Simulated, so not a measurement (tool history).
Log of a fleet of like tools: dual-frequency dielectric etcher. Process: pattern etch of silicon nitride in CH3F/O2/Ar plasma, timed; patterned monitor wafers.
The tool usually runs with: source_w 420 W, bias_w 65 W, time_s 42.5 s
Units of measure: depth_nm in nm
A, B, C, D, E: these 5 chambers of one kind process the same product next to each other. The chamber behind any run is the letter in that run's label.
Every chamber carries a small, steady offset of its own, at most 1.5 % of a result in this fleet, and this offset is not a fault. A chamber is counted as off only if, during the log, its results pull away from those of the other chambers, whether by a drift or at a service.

run	hour	source_w	bias_w	time_s	read-back reference wafer on the same gauge, depth_nm	depth_nm
1B	7.0	420	65	42.5	32.753	29.412
# hour 12.3: chamber E: bias power generator calibrated
# hour 12.8: chamber B: wet clean of the chamber
2C	23.0	420	65	42.5	32.789	28.874
3D	31.5	420	65	42.5	32.831	29.458
4E	43.1	420	65	42.5	32.761	28.803
5A	56.9	340	65	34.5	32.805	21.603
6E	64.6	340	65	34.5	32.772	21.912
7D	78.0	340	65	34.5	32.782	21.791
8A	92.4	340	65	34.5	32.770	21.641
9B	107.1	340	65	34.5	32.856	21.742
# hour 115.1: chamber C: wet clean of the chamber
10C	119.2	420	65	42.5	32.809	28.641
11A	130.5	420	65	42.5	32.813	28.944
12C	140.3	420	65	42.5	32.777	28.905
13E	151.7	420	65	42.5	32.841	29.099
14B	163.4	420	65	42.5	32.826	29.127
15D	178.1	420	65	42.5	32.794	29.255
16A	185.2	420	65	42.5	32.809	28.893
17B	199.2	420	65	42.5	32.790	29.521
18D	208.1	420	65	42.5	32.781	29.722
19C	218.0	420	65	42.5	32.785	28.732
20E	230.5	420	65	42.5	32.810	29.039
21A	238.5	420	65	42.5	32.774	29.100
22E	251.7	420	65	42.5	32.849	29.140
23C	266.5	480	65	42.5	32.773	30.538
24B	281.7	480	65	42.5	32.766	31.173
25D	292.2	480	65	42.5	32.786	31.451
26E	301.9	480	65	42.5	32.783	30.922
# hour 304.4: chamber C: bias power generator calibrated
27D	309.8	480	65	42.5	32.833	31.773
28B	321.5	420	65	42.5	32.785	29.052
29C	336.1	420	72	42.5	32.799	29.924
30A	343.9	420	72	42.5	32.814	29.894
31D	356.1	420	72	42.5	32.813	31.231
32B	369.1	420	72	42.5	32.819	30.644
33C	383.8	420	72	42.5	32.796	29.870
34A	397.5	420	65	42.5	32.789	29.153
35E	408.1	420	50	42.5	32.783	26.612
36E	422.0	420	50	42.5	32.816	26.772
37D	435.2	420	50	42.5	32.777	27.825
38A	448.1	420	50	42.5	32.829	26.697

Does one chamber stand apart from the rest, does the shared gauge drift, or is all well apart from small per-chamber offsets? Give the chamber and the most likely cause, where there is one.

It is chamber D that slowly wanders off from its peers.
What lies behind it: etch rate over this chamber's usual, % = 4.65.

Here are 4 candidates for chamber D's next run, each the usual settings with a change, their results left as question marks. Which one brings its results back in line with what the others give on the usual settings?
In line here means within this much of the mean the other chambers give on the usual settings: depth_nm 0.560 nm
39D-1	459.7	430	66	42.5		?
39D-2	459.7	420	65	42.0		?
39D-3	459.7	420	66	44.5		?
39D-4	459.7	420	65	40.5		?

What the other chambers average on the usual settings: depth_nm 29.085 nm
run	depth_nm
39D-1	30.972
39D-2	30.185
39D-3	32.143
39D-4	29.107
39D-4 brings the chamber back in line.

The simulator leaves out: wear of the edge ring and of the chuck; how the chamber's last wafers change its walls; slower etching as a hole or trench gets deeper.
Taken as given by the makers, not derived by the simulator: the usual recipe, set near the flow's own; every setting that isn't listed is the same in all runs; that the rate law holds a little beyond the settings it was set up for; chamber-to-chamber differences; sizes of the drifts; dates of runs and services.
